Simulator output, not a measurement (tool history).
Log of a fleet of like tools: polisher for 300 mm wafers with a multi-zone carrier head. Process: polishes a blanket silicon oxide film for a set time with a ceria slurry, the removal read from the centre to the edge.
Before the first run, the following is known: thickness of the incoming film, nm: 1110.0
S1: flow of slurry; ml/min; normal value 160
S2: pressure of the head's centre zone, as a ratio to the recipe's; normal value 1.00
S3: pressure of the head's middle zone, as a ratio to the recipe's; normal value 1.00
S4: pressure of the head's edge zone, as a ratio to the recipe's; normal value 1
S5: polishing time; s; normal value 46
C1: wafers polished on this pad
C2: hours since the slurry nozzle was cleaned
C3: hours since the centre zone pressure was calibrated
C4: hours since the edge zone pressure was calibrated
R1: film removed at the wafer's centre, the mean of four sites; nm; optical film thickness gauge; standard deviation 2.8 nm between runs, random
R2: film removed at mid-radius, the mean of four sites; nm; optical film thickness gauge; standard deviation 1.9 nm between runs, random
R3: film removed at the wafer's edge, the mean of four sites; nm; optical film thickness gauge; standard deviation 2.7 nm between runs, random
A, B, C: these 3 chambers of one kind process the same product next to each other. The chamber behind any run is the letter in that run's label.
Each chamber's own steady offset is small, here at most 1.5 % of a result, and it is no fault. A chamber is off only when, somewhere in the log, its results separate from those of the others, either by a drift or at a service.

Run 1A, hour 9.2: usual settings; C1 892; C2 146.4; C3 133.5; C4 476.0. Result: R1 231.40 nm, R2 232.05 nm, R3 227.79 nm.
At hour 12.4: chamber C: slurry nozzle cleaned.
Run 2C, hour 16.6: usual settings; C1 869; C2 4.3; C3 168.6; C4 1081.7. Result: R1 221.32 nm, R2 231.18 nm, R3 222.28 nm.
Run 3B, hour 22.5: usual settings; C1 190; C2 385.2; C3 636.0; C4 180.2. Result: R1 228.71 nm, R2 225.86 nm, R3 227.90 nm.
At hour 28.2: chamber C: worn pad replaced by a new one.
Run 4A, hour 29.0: usual settings; C1 1054; C2 166.2; C3 153.3; C4 495.8. Result: R1 227.34 nm, R2 236.42 nm, R3 234.03 nm.
Run 5C, hour 40.6: usual settings; C1 102; C2 28.3; C3 192.6; C4 1105.7. Result: R1 222.21 nm, R2 231.22 nm, R3 230.04 nm.
Run 6B, hour 53.0: usual settings but S5 37 s; C1 440; C2 415.7; C3 666.5; C4 210.7. Result: R1 184.33 nm, R2 184.15 nm, R3 182.61 nm.
Run 7A, hour 63.2: usual settings but S5 37 s; C1 1335; C2 200.4; C3 187.5; C4 530.0. Result: R1 184.19 nm, R2 189.09 nm, R3 187.46 nm.
At hour 73.5: chamber A: worn pad replaced by a new one.
Run 8B, hour 74.9: usual settings but S5 37 s; C1 619; C2 437.6; C3 688.4; C4 232.6. Result: R1 186.46 nm, R2 183.29 nm, R3 185.56 nm.
Run 9C, hour 80.8: usual settings but S1 215 ml/min, S2 0.94; C1 431; C2 68.5; C3 232.8; C4 1145.9. Result: R1 221.17 nm, R2 237.78 nm, R3 230.30 nm.
Run 10C, hour 86.2: usual settings but S1 215 ml/min, S2 0.94; C1 476; C2 73.9; C3 238.2; C4 1151.3. Result: R1 219.57 nm, R2 243.44 nm, R3 231.27 nm.
Run 11B, hour 95.5: usual settings but S1 215 ml/min, S2 0.94; C1 788; C2 458.2; C3 709.0; C4 253.2. Result: R1 223.21 nm, R2 237.84 nm, R3 234.29 nm.
Run 12A, hour 105.1: usual settings; C1 259; C2 242.3; C3 229.4; C4 571.9. Result: R1 227.44 nm, R2 227.20 nm, R3 225.67 nm.
Run 13C, hour 117.4: usual settings; C1 731; C2 105.1; C3 269.4; C4 1182.5. Result: R1 227.63 nm, R2 230.09 nm, R3 221.88 nm.
Run 14B, hour 124.9: usual settings; C1 1029; C2 487.6; C3 738.4; C4 282.6. Result: R1 225.69 nm, R2 229.10 nm, R3 229.26 nm.
At hour 133.9: chamber B: worn pad replaced by a new one.
Run 15A, hour 135.0: usual settings; C1 504; C2 272.2; C3 259.3; C4 601.8. Result: R1 223.82 nm, R2 225.56 nm, R3 227.85 nm.
At hour 136.5: chamber C: worn pad replaced by a new one.
At hour 139.1: chamber C: centre zone pressure recalibrated.
Run 16C, hour 141.2: usual settings; C1 39; C2 128.9; C3 2.1; C4 1206.3. Result: R1 233.31 nm, R2 230.00 nm, R3 221.98 nm.
Run 17A, hour 147.3: usual settings; C1 605; C2 284.5; C3 271.6; C4 614.1. Result: R1 226.44 nm, R2 229.19 nm, R3 225.55 nm.
At hour 157.2: chamber B: centre zone pressure recalibrated.
Run 18B, hour 157.9: usual settings; C1 197; C2 520.6; C3 0.8; C4 315.6. Result: R1 230.24 nm, R2 227.28 nm, R3 231.05 nm.
Run 19B, hour 163.4: usual settings; C1 242; C2 526.1; C3 6.3; C4 321.1. Result: R1 227.36 nm, R2 230.64 nm, R3 233.07 nm.
Run 20C, hour 169.0: usual settings; C1 267; C2 156.7; C3 29.9; C4 1234.1. Result: R1 226.87 nm, R2 231.63 nm, R3 232.35 nm.
Run 21A, hour 179.1: usual settings; C1 866; C2 316.3; C3 303.4; C4 645.9. Result: R1 218.09 nm, R2 224.36 nm, R3 225.13 nm.
Run 22B, hour 190.5: usual settings; C1 464; C2 553.2; C3 33.4; C4 348.2. Result: R1 228.18 nm, R2 225.39 nm, R3 228.80 nm.
Run 23A, hour 197.0: usual settings; C1 1013; C2 334.2; C3 321.3; C4 663.8. Result: R1 219.65 nm, R2 222.22 nm, R3 220.50 nm.
Run 24C, hour 208.0: usual settings; C1 586; C2 195.7; C3 68.9; C4 1273.1. Result: R1 226.46 nm, R2 230.74 nm, R3 224.26 nm.
At hour 211.2: chamber A: worn pad replaced by a new one.
Run 25A, hour 216.6: usual settings; C1 44; C2 353.8; C3 340.9; C4 683.4. Result: R1 218.39 nm, R2 222.20 nm, R3 224.55 nm.
Run 26C, hour 225.8: usual settings; C1 732; C2 213.5; C3 86.7; C4 1290.9. Result: R1 227.26 nm, R2 229.29 nm, R3 220.76 nm.
Run 27B, hour 231.7: usual settings; C1 802; C2 594.4; C3 74.6; C4 389.4. Result: R1 227.60 nm, R2 229.74 nm, R3 227.32 nm.
At hour 234.4: chamber C: worn pad replaced by a new one.
Run 28A, hour 241.1: usual settings; C1 245; C2 378.3; C3 365.4; C4 707.9. Result: R1 216.29 nm, R2 216.94 nm, R3 222.46 nm.
At hour 243.3: chamber B: worn pad replaced by a new one.
Run 29B, hour 252.8: usual settings; C1 78; C2 615.5; C3 95.7; C4 410.5. Result: R1 232.20 nm, R2 231.68 nm, R3 232.07 nm.
Run 30C, hour 258.1: usual settings; C1 195; C2 245.8; C3 119.0; C4 1323.2. Result: R1 233.59 nm, R2 231.93 nm, R3 225.35 nm.
Run 31A, hour 270.3: usual settings but S1 215 ml/min; C1 485; C2 407.5; C3 394.6; C4 737.1. Result: R1 226.25 nm, R2 229.66 nm, R3 230.08 nm.
Run 32C, hour 280.7: usual settings but S1 215 ml/min; C1 380; C2 268.4; C3 141.6; C4 1345.8. Result: R1 239.19 nm, R2 241.44 nm, R3 228.87 nm.
Run 33B, hour 286.2: usual settings but S1 215 ml/min; C1 351; C2 648.9; C3 129.1; C4 443.9. Result: R1 243.92 nm, R2 239.73 nm, R3 235.76 nm.
Run 34B, hour 295.0: usual settings but S3 0.96; C1 424; C2 657.7; C3 137.9; C4 452.7. Result: R1 231.70 nm, R2 218.52 nm, R3 229.45 nm.
Run 35A, hour 307.4: usual settings but S3 0.96; C1 789; C2 444.6; C3 431.7; C4 774.2. Result: R1 207.37 nm, R2 199.47 nm, R3 214.66 nm.

Predict what each chamber gives when all 3 of them run the settings below next.
Run 36A, hour 316.3: usual settings but S2 0.95. Result: R1 ?, R2 ?, R3 ?.
Run 36B, hour 316.3: usual settings but S2 0.95. Result: R1 ?, R2 ?, R3 ?.
Run 36C, hour 316.3: usual settings but S2 0.95. Result: R1 ?, R2 ?, R3 ?.

run      R1      R2      R3
36A  190.21  208.05  214.65
36B  214.69  229.57  229.53
36C  214.13  228.74  220.69

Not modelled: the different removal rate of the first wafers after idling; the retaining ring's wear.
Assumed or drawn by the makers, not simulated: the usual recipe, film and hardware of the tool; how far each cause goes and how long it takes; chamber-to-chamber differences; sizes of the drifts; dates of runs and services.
